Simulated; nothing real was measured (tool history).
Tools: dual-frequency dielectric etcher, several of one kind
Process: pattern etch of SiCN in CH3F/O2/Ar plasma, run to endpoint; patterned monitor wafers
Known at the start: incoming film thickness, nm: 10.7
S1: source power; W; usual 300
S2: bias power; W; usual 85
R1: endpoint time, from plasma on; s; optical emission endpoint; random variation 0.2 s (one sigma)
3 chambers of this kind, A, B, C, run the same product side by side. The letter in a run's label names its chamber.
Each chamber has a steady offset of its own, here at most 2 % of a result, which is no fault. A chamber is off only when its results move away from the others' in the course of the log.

{"run": "1C", "day": 0.133, "S1": 300, "S2": 85, "R1": 29.483}
{"run": "2A", "day": 0.338, "S1": 300, "S2": 85, "R1": 29.466}
{"run": "3B", "day": 0.488, "S1": 300, "S2": 85, "R1": 30.567}
{"run": "4B", "day": 0.658, "S1": 300, "S2": 85, "R1": 30.209}
{"run": "5C", "day": 0.85, "S1": 300, "S2": 85, "R1": 29.512}
{"run": "6A", "day": 1.104, "S1": 300, "S2": 85, "R1": 29.564}
{"day": 1.254, "done": "chamber B: wet clean of the chamber"}
{"run": "7A", "day": 1.35, "S1": 300, "S2": 85, "R1": 29.763}
{"run": "8C", "day": 1.55, "S1": 300, "S2": 85, "R1": 29.265}
{"run": "9B", "day": 1.767, "S1": 330, "S2": 73, "R1": 30.736}
{"run": "10A", "day": 1.942, "S1": 330, "S2": 73, "R1": 30.306}
{"run": "11B", "day": 2.083, "S1": 330, "S2": 73, "R1": 30.921}
{"run": "12C", "day": 2.25, "S1": 300, "S2": 85, "R1": 29.642}
{"run": "13C", "day": 2.45, "S1": 300, "S2": 85, "R1": 29.141}
{"run": "14A", "day": 2.646, "S1": 300, "S2": 85, "R1": 29.942}
{"run": "15B", "day": 2.908, "S1": 300, "S2": 85, "R1": 30.418}
{"run": "16C", "day": 3.092, "S1": 280, "S2": 68, "R1": 32.456}
{"run": "17B", "day": 3.254, "S1": 280, "S2": 68, "R1": 33.425}
{"day": 3.45, "done": "chamber A: wet clean of the chamber"}
{"run": "18A", "day": 3.475, "S1": 280, "S2": 68, "R1": 33.251}
{"run": "19A", "day": 3.75, "S1": 300, "S2": 85, "R1": 29.653}
{"run": "20B", "day": 3.954, "S1": 300, "S2": 85, "R1": 30.164}
{"run": "21C", "day": 4.133, "S1": 300, "S2": 85, "R1": 29.101}
{"run": "22A", "day": 4.35, "S1": 300, "S2": 85, "R1": 29.834}
{"run": "23C", "day": 4.508, "S1": 300, "S2": 85, "R1": 29.03}
{"run": "24B", "day": 4.729, "S1": 300, "S2": 85, "R1": 29.857}
{"run": "25C", "day": 4.908, "S1": 300, "S2": 85, "R1": 29.314}

Next, every chamber runs the same settings. What will each give?
{"run": "26A", "day": 5.117, "S1": 250, "S2": 85, "R1": "?"}
{"run": "26B", "day": 5.117, "S1": 250, "S2": 85, "R1": "?"}
{"run": "26C", "day": 5.117, "S1": 250, "S2": 85, "R1": "?"}

run=26A R1=31.397
run=26B R1=32.511
run=26C R1=31.673
